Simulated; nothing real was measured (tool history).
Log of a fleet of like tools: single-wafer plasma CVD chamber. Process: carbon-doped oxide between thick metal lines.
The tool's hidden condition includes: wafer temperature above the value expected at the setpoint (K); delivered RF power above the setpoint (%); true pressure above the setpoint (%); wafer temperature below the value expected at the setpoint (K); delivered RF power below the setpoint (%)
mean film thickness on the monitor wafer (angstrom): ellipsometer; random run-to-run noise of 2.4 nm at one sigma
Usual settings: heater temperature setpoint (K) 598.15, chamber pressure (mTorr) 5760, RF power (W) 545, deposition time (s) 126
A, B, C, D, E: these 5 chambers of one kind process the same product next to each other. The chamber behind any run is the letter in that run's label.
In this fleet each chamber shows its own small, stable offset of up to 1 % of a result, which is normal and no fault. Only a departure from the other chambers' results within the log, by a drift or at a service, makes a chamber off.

run	hour	heater temperature setpoint (K)	chamber pressure (mTorr)	RF power (W)	deposition time (s)	hours since the last thermocouple change	hours since the last RF generator calibration	hours since the last manometer calibration	read-back reference wafer on the same gauge, thickness_nm	mean film thickness on the monitor wafer (angstrom)
1B	11.3	598.15	5760	545	126	750.8	1038.3	2164.7	619.82	7298.2
2C	23	598.15	5760	545	126	1678.4	833.2	734.6	620.19	7410.8
3E	35.4	598.15	5760	545	126	1315.2	251.5	635.5	620.03	7341.9
4A	43.7	598.15	5760	545	126	1266	353	854.1	619.98	7345.6
5D	52.4	598.15	5760	545	126	162.4	2252	1525.4	620.3	7346.4
6A	60.5	598.15	5760	545	126	1282.8	369.8	870.9	620.01	7332.3
7C	66.9	598.15	5760	545	126	1722.3	877.1	778.5	619.71	7413.3
8D	76.7	598.15	5760	545	126	186.7	2276.3	1549.7	619.78	7370.9
9B	87.9	598.15	5760	545	126	827.4	1114.9	2241.3	620	7267.8
10E	99.8	588.15	5760	545	126	1379.6	315.9	699.9	620.1	7642.5
11C	112.7	588.15	5760	545	126	1768.1	922.9	824.3	619.84	7678
12B	122.3	588.15	5760	545	126	861.8	1149.3	2275.7	619.96	7597.8
13D	131	588.15	5760	545	126	241	2330.6	1604	619.91	7651.1
14A	138.6	588.15	5760	545	126	1360.9	447.9	949	620.31	7538.3
15E	145.8	598.15	5760	545	126	1425.6	361.9	745.9	620.13	7399.4
16A	158.2	598.15	5760	545	126	1380.5	467.5	968.6	620.18	7316.3
17C	166.5	598.15	5760	545	126	1821.9	976.7	878.1	620.13	7442.3
18E	173	605.15	4730	545	126	1452.8	389.1	773.1	620.01	7004.9
19D	185.8	605.15	4730	545	126	295.8	2385.4	1658.8	619.68	7009.1
20B	194.9	605.15	4730	545	126	934.4	1221.9	2348.3	619.5	6924.8
# hour 195.3: chamber D: RF generator calibrated
21D	203.3	605.15	4730	545	126	313.3	8.1	1676.3	619.62	7009
22C	216	605.15	4730	545	126	1871.4	1026.2	927.6	620.37	7006
23A	223.8	598.15	5760	545	126	1446.1	533.1	1034.2	620.09	7326.5
24B	236.3	598.15	5760	545	126	975.8	1263.3	2389.7	619.63	7272.6
25E	249	598.15	5760	545	126	1528.8	465.1	849.1	619.68	7364.8
26B	257.8	598.15	5760	545	126	997.3	1284.8	2411.2	620.23	7274.8
27D	264.4	598.15	5760	545	126	374.4	69.2	1737.4	620.03	7368.7
28C	271.3	598.15	5760	545	126	1926.7	1081.5	982.9	620.14	7426.6
29A	283.9	598.15	5760	545	126	1506.2	593.2	1094.3	620.38	7333.8
30E	296.2	590.15	5760	600	126	1576	512.3	896.3	619.9	8008.3
31D	308.6	590.15	5760	600	126	418.6	113.4	1781.6	619.95	7995.2
32A	318.1	590.15	5760	600	126	1540.4	627.4	1128.5	620.01	7945.4
33B	329.4	590.15	5760	600	126	1068.9	1356.4	2482.8	619.89	7939.9
34E	342.3	590.15	5760	600	126	1622.1	558.4	942.4	619.73	8040.1
35C	354.5	598.15	5760	545	126	2009.9	1164.7	1066.1	619.64	7394.7
36D	366.2	586.15	5760	545	126	476.2	171	1839.2	619.68	7656.4
37E	373.6	586.15	5760	545	126	1653.4	589.7	973.7	619.84	7643.5
38C	382.4	586.15	5760	545	126	2037.8	1192.6	1094	620.08	7730.4
39B	391.5	586.15	5760	545	126	1131	1418.5	2544.9	619.61	7625.9
40A	398.5	586.15	5760	545	126	1620.8	707.8	1208.9	619.92	7669.3
41E	406.3	598.15	5760	470	114	1686.1	622.4	1006.4	619.65	6045.2

Predict what each chamber gives when all 5 of them run the settings below next.
42A	416.2	598.15	5760	545	126					?
42B	416.2	598.15	5760	545	126					?
42C	416.2	598.15	5760	545	126					?
42D	416.2	598.15	5760	545	126					?
42E	416.2	598.15	5760	545	126					?

run	mean film thickness on the monitor wafer (angstrom)
42A	7324
42B	7339
42C	7448.9
42D	7346
42E	7356.4

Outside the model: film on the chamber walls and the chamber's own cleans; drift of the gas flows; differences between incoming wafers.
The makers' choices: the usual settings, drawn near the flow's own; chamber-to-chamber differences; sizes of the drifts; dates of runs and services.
